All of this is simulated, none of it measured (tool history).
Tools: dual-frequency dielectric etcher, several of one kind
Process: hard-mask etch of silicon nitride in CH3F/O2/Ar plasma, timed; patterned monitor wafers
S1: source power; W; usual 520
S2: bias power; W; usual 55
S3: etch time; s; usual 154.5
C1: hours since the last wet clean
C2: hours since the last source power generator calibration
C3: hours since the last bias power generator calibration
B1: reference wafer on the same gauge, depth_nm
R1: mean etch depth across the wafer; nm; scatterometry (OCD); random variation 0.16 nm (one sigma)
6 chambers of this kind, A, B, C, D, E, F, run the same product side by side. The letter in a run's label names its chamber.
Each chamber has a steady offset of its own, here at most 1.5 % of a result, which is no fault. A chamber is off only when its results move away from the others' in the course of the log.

{"run": "1D", "day": 0.379, "S1": 520, "S2": 55, "S3": 154.5, "C1": 223.2, "C2": 996.8, "C3": 2974.1, "B1": 101.96, "R1": 109.52}
{"run": "2B", "day": 0.742, "S1": 520, "S2": 55, "S3": 154.5, "C1": 524.4, "C2": 252.9, "C3": 738.7, "B1": 101.97, "R1": 109.44}
{"run": "3F", "day": 1.292, "S1": 520, "S2": 55, "S3": 154.5, "C1": 200.8, "C2": 985.1, "C3": 879.6, "B1": 101.97, "R1": 110.49}
{"run": "4C", "day": 1.567, "S1": 520, "S2": 55, "S3": 154.5, "C1": 312.7, "C2": 2907.8, "C3": 1763.8, "B1": 101.93, "R1": 109.13}
{"run": "5E", "day": 1.933, "S1": 520, "S2": 55, "S3": 154.5, "C1": 225.8, "C2": 908.4, "C3": 888, "B1": 101.89, "R1": 109.54}
{"day": 2.329, "done": "chamber B: wet clean of the chamber"}
{"run": "6A", "day": 2.475, "S1": 520, "S2": 55, "S3": 154.5, "C1": 382.5, "C2": 2519.1, "C3": 2678.5, "B1": 101.91, "R1": 110.79}
{"day": 2.996, "done": "chamber A: wet clean of the chamber"}
{"run": "7A", "day": 3.046, "S1": 520, "S2": 55, "S3": 154.5, "C1": 1.3, "C2": 2532.8, "C3": 2692.2, "B1": 101.9, "R1": 110.82}
{"run": "8B", "day": 3.508, "S1": 520, "S2": 55, "S3": 154.5, "C1": 28.4, "C2": 319.3, "C3": 805.1, "B1": 101.86, "R1": 108.93}
{"run": "9D", "day": 4.004, "S1": 520, "S2": 55, "S3": 154.5, "C1": 310.2, "C2": 1083.8, "C3": 3061.1, "B1": 101.8, "R1": 109.18}
{"run": "10C", "day": 4.562, "S1": 520, "S2": 55, "S3": 154.5, "C1": 384.6, "C2": 2979.7, "C3": 1835.7, "B1": 101.84, "R1": 108.69}
{"run": "11F", "day": 4.854, "S1": 520, "S2": 55, "S3": 154.5, "C1": 286.3, "C2": 1070.6, "C3": 965.1, "B1": 101.82, "R1": 110.43}
{"day": 5.117, "done": "chamber E: wet clean of the chamber"}
{"run": "12E", "day": 5.417, "S1": 520, "S2": 55, "S3": 154.5, "C1": 7.3, "C2": 992, "C3": 971.6, "B1": 101.77, "R1": 109.25}
{"run": "13E", "day": 5.721, "S1": 520, "S2": 55, "S3": 154.5, "C1": 14.6, "C2": 999.3, "C3": 978.9, "B1": 101.76, "R1": 109.26}
{"run": "14F", "day": 6.262, "S1": 520, "S2": 55, "S3": 154.5, "C1": 320.1, "C2": 1104.4, "C3": 998.9, "B1": 101.72, "R1": 110.38}
{"run": "15B", "day": 6.675, "S1": 520, "S2": 55, "S3": 154.5, "C1": 104.4, "C2": 395.3, "C3": 881.1, "B1": 101.73, "R1": 109.11}
{"run": "16C", "day": 7.2, "S1": 520, "S2": 55, "S3": 154.5, "C1": 447.9, "C2": 3043, "C3": 1899, "B1": 101.74, "R1": 108.87}
{"run": "17D", "day": 7.717, "S1": 520, "S2": 55, "S3": 154.5, "C1": 399.3, "C2": 1172.9, "C3": 3150.2, "B1": 101.73, "R1": 108.97}
{"run": "18A", "day": 7.983, "S1": 520, "S2": 55, "S3": 154.5, "C1": 119.8, "C2": 2651.3, "C3": 2810.7, "B1": 101.69, "R1": 110.2}
{"run": "19A", "day": 8.417, "S1": 520, "S2": 55, "S3": 154.5, "C1": 130.2, "C2": 2661.7, "C3": 2821.1, "B1": 101.69, "R1": 110.73}
{"run": "20C", "day": 8.933, "S1": 520, "S2": 55, "S3": 154.5, "C1": 489.5, "C2": 3084.6, "C3": 1940.6, "B1": 101.68, "R1": 108.45}
{"run": "21F", "day": 9.517, "S1": 520, "S2": 50, "S3": 192.5, "C1": 398.2, "C2": 1182.5, "C3": 1077, "B1": 101.64, "R1": 133.27}
{"run": "22E", "day": 9.875, "S1": 520, "S2": 50, "S3": 192.5, "C1": 114.3, "C2": 1099, "C3": 1078.6, "B1": 101.63, "R1": 131.67}
{"run": "23B", "day": 10.2, "S1": 520, "S2": 50, "S3": 192.5, "C1": 189, "C2": 479.9, "C3": 965.7, "B1": 101.64, "R1": 131.6}
{"run": "24D", "day": 10.683, "S1": 520, "S2": 50, "S3": 192.5, "C1": 470.5, "C2": 1244.1, "C3": 3221.4, "B1": 101.59, "R1": 131.99}
{"run": "25A", "day": 11.246, "S1": 520, "S2": 50, "S3": 192.5, "C1": 198.1, "C2": 2729.6, "C3": 2889, "B1": 101.6, "R1": 133.61}
{"day": 11.658, "done": "chamber F: wet clean of the chamber"}
{"run": "26D", "day": 11.712, "S1": 520, "S2": 50, "S3": 192.5, "C1": 495.2, "C2": 1268.8, "C3": 3246.1, "B1": 101.55, "R1": 131.97}
{"run": "27C", "day": 12.083, "S1": 520, "S2": 55, "S3": 154.5, "C1": 565.1, "C2": 3160.2, "C3": 2016.2, "B1": 101.52, "R1": 108.59}
{"run": "28B", "day": 12.508, "S1": 520, "S2": 55, "S3": 154.5, "C1": 244.4, "C2": 535.3, "C3": 1021.1, "B1": 101.53, "R1": 108.85}
{"run": "29F", "day": 12.858, "S1": 520, "S2": 55, "S3": 154.5, "C1": 28.9, "C2": 1262.7, "C3": 1157.2, "B1": 101.51, "R1": 110.42}
{"run": "30E", "day": 13.15, "S1": 450, "S2": 55, "S3": 129, "C1": 192.9, "C2": 1177.6, "C3": 1157.2, "B1": 101.52, "R1": 85.782}
{"run": "31C", "day": 13.429, "S1": 450, "S2": 55, "S3": 129, "C1": 597.4, "C2": 3192.5, "C3": 2048.5, "B1": 101.47, "R1": 85.802}
{"run": "32F", "day": 13.812, "S1": 450, "S2": 55, "S3": 129, "C1": 51.8, "C2": 1285.6, "C3": 1180.1, "B1": 101.47, "R1": 86.856}
{"run": "33B", "day": 14.321, "S1": 450, "S2": 55, "S3": 129, "C1": 287.9, "C2": 578.8, "C3": 1064.6, "B1": 101.48, "R1": 85.762}
{"day": 14.575, "done": "chamber D: wet clean of the chamber"}
{"run": "34A", "day": 14.792, "S1": 450, "S2": 55, "S3": 129, "C1": 283.2, "C2": 2814.7, "C3": 2974.1, "B1": 101.43, "R1": 86.91}
{"run": "35E", "day": 15.225, "S1": 450, "S2": 55, "S3": 129, "C1": 242.7, "C2": 1227.4, "C3": 1207, "B1": 101.42, "R1": 85.957}
{"run": "36D", "day": 15.596, "S1": 520, "S2": 55, "S3": 154.5, "C1": 24.5, "C2": 1362, "C3": 3339.3, "B1": 101.43, "R1": 108.88}
{"run": "37B", "day": 16.021, "S1": 520, "S2": 55, "S3": 112, "C1": 328.7, "C2": 619.6, "C3": 1105.4, "B1": 101.4, "R1": 78.685}

Next, every chamber runs the same settings. What will each give?
{"run": "38A", "day": 16.433, "S1": 480, "S2": 55, "S3": 154.5, "R1": "?"}
{"run": "38B", "day": 16.433, "S1": 480, "S2": 55, "S3": 154.5, "R1": "?"}
{"run": "38C", "day": 16.433, "S1": 480, "S2": 55, "S3": 154.5, "R1": "?"}
{"run": "38D", "day": 16.433, "S1": 480, "S2": 55, "S3": 154.5, "R1": "?"}
{"run": "38E", "day": 16.433, "S1": 480, "S2": 55, "S3": 154.5, "R1": "?"}
{"run": "38F", "day": 16.433, "S1": 480, "S2": 55, "S3": 154.5, "R1": "?"}

run=38A R1=106.57
run=38B R1=105.22
run=38C R1=104.76
run=38D R1=105.42
run=38E R1=105.38
run=38F R1=106.51
